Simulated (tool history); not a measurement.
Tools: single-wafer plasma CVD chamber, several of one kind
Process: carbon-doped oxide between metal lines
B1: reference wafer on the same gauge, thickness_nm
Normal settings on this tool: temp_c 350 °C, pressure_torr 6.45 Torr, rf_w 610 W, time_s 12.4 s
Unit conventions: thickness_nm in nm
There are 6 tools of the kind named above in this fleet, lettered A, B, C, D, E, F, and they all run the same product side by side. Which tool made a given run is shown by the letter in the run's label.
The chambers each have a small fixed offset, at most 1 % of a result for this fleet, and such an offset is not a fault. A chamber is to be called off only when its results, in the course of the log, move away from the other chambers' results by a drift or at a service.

{"run": "1C", "day": 0.208, "temp_c": 350, "pressure_torr": 6.45, "rf_w": 610, "time_s": 12.4, "B1": 80.107, "thickness_nm": 74.813}
{"run": "2A", "day": 0.417, "temp_c": 350, "pressure_torr": 6.45, "rf_w": 610, "time_s": 12.4, "B1": 80.12, "thickness_nm": 74.597}
{"run": "3E", "day": 0.762, "temp_c": 350, "pressure_torr": 6.45, "rf_w": 610, "time_s": 12.4, "B1": 80.097, "thickness_nm": 75.376}
{"run": "4F", "day": 1.042, "temp_c": 350, "pressure_torr": 6.45, "rf_w": 610, "time_s": 12.4, "B1": 80.081, "thickness_nm": 74.651}
{"run": "5D", "day": 1.271, "temp_c": 350, "pressure_torr": 6.45, "rf_w": 610, "time_s": 12.4, "B1": 80.113, "thickness_nm": 74.677}
{"run": "6B", "day": 1.562, "temp_c": 350, "pressure_torr": 6.45, "rf_w": 610, "time_s": 12.4, "B1": 80.155, "thickness_nm": 75.685}
{"run": "7A", "day": 1.762, "temp_c": 350, "pressure_torr": 6.45, "rf_w": 610, "time_s": 12.4, "B1": 80.119, "thickness_nm": 74.789}
{"run": "8D", "day": 2.025, "temp_c": 350, "pressure_torr": 6.45, "rf_w": 610, "time_s": 12.4, "B1": 80.064, "thickness_nm": 75.052}
{"run": "9E", "day": 2.362, "temp_c": 350, "pressure_torr": 6.45, "rf_w": 610, "time_s": 12.4, "B1": 80.025, "thickness_nm": 75.478}
{"run": "10F", "day": 2.717, "temp_c": 350, "pressure_torr": 6.45, "rf_w": 610, "time_s": 12.4, "B1": 80.106, "thickness_nm": 75.22}
{"run": "11C", "day": 3.004, "temp_c": 350, "pressure_torr": 6.45, "rf_w": 610, "time_s": 12.4, "B1": 80.118, "thickness_nm": 74.819}
{"run": "12B", "day": 3.304, "temp_c": 350, "pressure_torr": 6.45, "rf_w": 610, "time_s": 12.4, "B1": 80.094, "thickness_nm": 75.468}
{"run": "13B", "day": 3.596, "temp_c": 350, "pressure_torr": 6.45, "rf_w": 610, "time_s": 12.4, "B1": 80.148, "thickness_nm": 75.761}
{"run": "14D", "day": 3.862, "temp_c": 350, "pressure_torr": 6.45, "rf_w": 610, "time_s": 12.4, "B1": 80.112, "thickness_nm": 74.598}
{"run": "15A", "day": 4.175, "temp_c": 350, "pressure_torr": 6.45, "rf_w": 610, "time_s": 12.4, "B1": 80.125, "thickness_nm": 74.448}
{"run": "16C", "day": 4.538, "temp_c": 350, "pressure_torr": 6.45, "rf_w": 610, "time_s": 12.4, "B1": 80.036, "thickness_nm": 74.18}
{"run": "17F", "day": 4.838, "temp_c": 337, "pressure_torr": 6.45, "rf_w": 610, "time_s": 12.4, "B1": 80.102, "thickness_nm": 78.088}
{"run": "18E", "day": 5.167, "temp_c": 337, "pressure_torr": 6.45, "rf_w": 610, "time_s": 12.4, "B1": 80.117, "thickness_nm": 78.428}
{"day": 5.308, "done": "chamber B: capacitance manometer re-zeroed and calibrated"}
{"run": "19C", "day": 5.504, "temp_c": 337, "pressure_torr": 6.45, "rf_w": 610, "time_s": 12.4, "B1": 80.066, "thickness_nm": 77.44}
{"run": "20E", "day": 5.662, "temp_c": 337, "pressure_torr": 6.45, "rf_w": 610, "time_s": 12.4, "B1": 80.083, "thickness_nm": 78.382}
{"run": "21B", "day": 5.904, "temp_c": 337, "pressure_torr": 6.45, "rf_w": 610, "time_s": 12.4, "B1": 80.067, "thickness_nm": 78.778}
{"run": "22A", "day": 6.162, "temp_c": 337, "pressure_torr": 6.45, "rf_w": 610, "time_s": 12.4, "B1": 80.098, "thickness_nm": 78.092}
{"day": 6.412, "done": "chamber C: thermocouple changed; heater temperature recalibrated"}
{"run": "23D", "day": 6.421, "temp_c": 350, "pressure_torr": 6.45, "rf_w": 610, "time_s": 12.4, "B1": 80.107, "thickness_nm": 74.453}
{"run": "24F", "day": 6.733, "temp_c": 350, "pressure_torr": 5.96, "rf_w": 610, "time_s": 12.4, "B1": 80.153, "thickness_nm": 74.214}
{"run": "25B", "day": 7.062, "temp_c": 350, "pressure_torr": 5.96, "rf_w": 610, "time_s": 12.4, "B1": 80.106, "thickness_nm": 75.173}
{"day": 7.15, "done": "chamber D: RF generator calibrated"}
{"run": "26E", "day": 7.221, "temp_c": 350, "pressure_torr": 5.96, "rf_w": 610, "time_s": 12.4, "B1": 80.135, "thickness_nm": 74.671}
{"run": "27A", "day": 7.383, "temp_c": 350, "pressure_torr": 5.96, "rf_w": 610, "time_s": 12.4, "B1": 80.083, "thickness_nm": 74.36}
{"run": "28D", "day": 7.617, "temp_c": 350, "pressure_torr": 5.96, "rf_w": 610, "time_s": 12.4, "B1": 80.041, "thickness_nm": 74.067}
{"run": "29C", "day": 7.796, "temp_c": 350, "pressure_torr": 5.96, "rf_w": 610, "time_s": 12.4, "B1": 80.12, "thickness_nm": 72.851}
{"run": "30F", "day": 7.975, "temp_c": 350, "pressure_torr": 6.45, "rf_w": 610, "time_s": 12.4, "B1": 80.057, "thickness_nm": 74.742}
{"run": "31B", "day": 8.238, "temp_c": 350, "pressure_torr": 6.45, "rf_w": 610, "time_s": 12.4, "B1": 80.148, "thickness_nm": 75.797}
{"run": "32A", "day": 8.521, "temp_c": 350, "pressure_torr": 6.45, "rf_w": 610, "time_s": 12.4, "B1": 80.105, "thickness_nm": 74.771}
{"run": "33D", "day": 8.75, "temp_c": 350, "pressure_torr": 6.45, "rf_w": 610, "time_s": 12.4, "B1": 80.106, "thickness_nm": 74.491}
{"run": "34E", "day": 8.912, "temp_c": 350, "pressure_torr": 6.45, "rf_w": 610, "time_s": 12.4, "B1": 80.168, "thickness_nm": 75.285}
{"run": "35F", "day": 9.15, "temp_c": 343, "pressure_torr": 6.97, "rf_w": 610, "time_s": 12.4, "B1": 80.041, "thickness_nm": 76.565}
{"run": "36C", "day": 9.412, "temp_c": 343, "pressure_torr": 6.97, "rf_w": 610, "time_s": 12.4, "B1": 80.102, "thickness_nm": 74.823}
{"run": "37C", "day": 9.758, "temp_c": 343, "pressure_torr": 6.97, "rf_w": 610, "time_s": 12.4, "B1": 80.106, "thickness_nm": 75.123}

Has any chamber moved away from the others, gradually or after a service, or does the common gauge drift, or do the chambers differ only by their own small steady offsets? State the chamber and the most likely cause if one applies.

Little by little, chamber C moves away from the other chambers.
Likeliest cause: delivered RF power below the setpoint (%) = 4.4.

Chamber C could run next with any of the 4 candidate recipes listed below; each alters the usual settings, and their results appear as question marks. Which one brings its results back in line with what the other chambers deliver on the usual settings?
Allowed miss from the other chambers' usual-settings mean, per result, to count as in line: thickness_nm 0.79 nm
{"run": "38C-1", "day": 10.017, "temp_c": 351, "pressure_torr": 6.42, "rf_w": 595, "time_s": 11.9, "thickness_nm": "?"}
{"run": "38C-2", "day": 10.017, "temp_c": 350, "pressure_torr": 6.45, "rf_w": 610, "time_s": 12.8, "thickness_nm": "?"}
{"run": "38C-3", "day": 10.017, "temp_c": 350, "pressure_torr": 6.45, "rf_w": 610, "time_s": 13.1, "thickness_nm": "?"}
{"run": "38C-4", "day": 10.017, "temp_c": 350, "pressure_torr": 6.45, "rf_w": 580, "time_s": 12.4, "thickness_nm": "?"}

Usual-settings mean across the other chambers: thickness_nm 75.045 nm
run=38C-1 thickness_nm=68.699
run=38C-2 thickness_nm=75.213
run=38C-3 thickness_nm=76.945
run=38C-4 thickness_nm=70.618
38C-2 is the one that brings the chamber's results back in line with the other chambers.

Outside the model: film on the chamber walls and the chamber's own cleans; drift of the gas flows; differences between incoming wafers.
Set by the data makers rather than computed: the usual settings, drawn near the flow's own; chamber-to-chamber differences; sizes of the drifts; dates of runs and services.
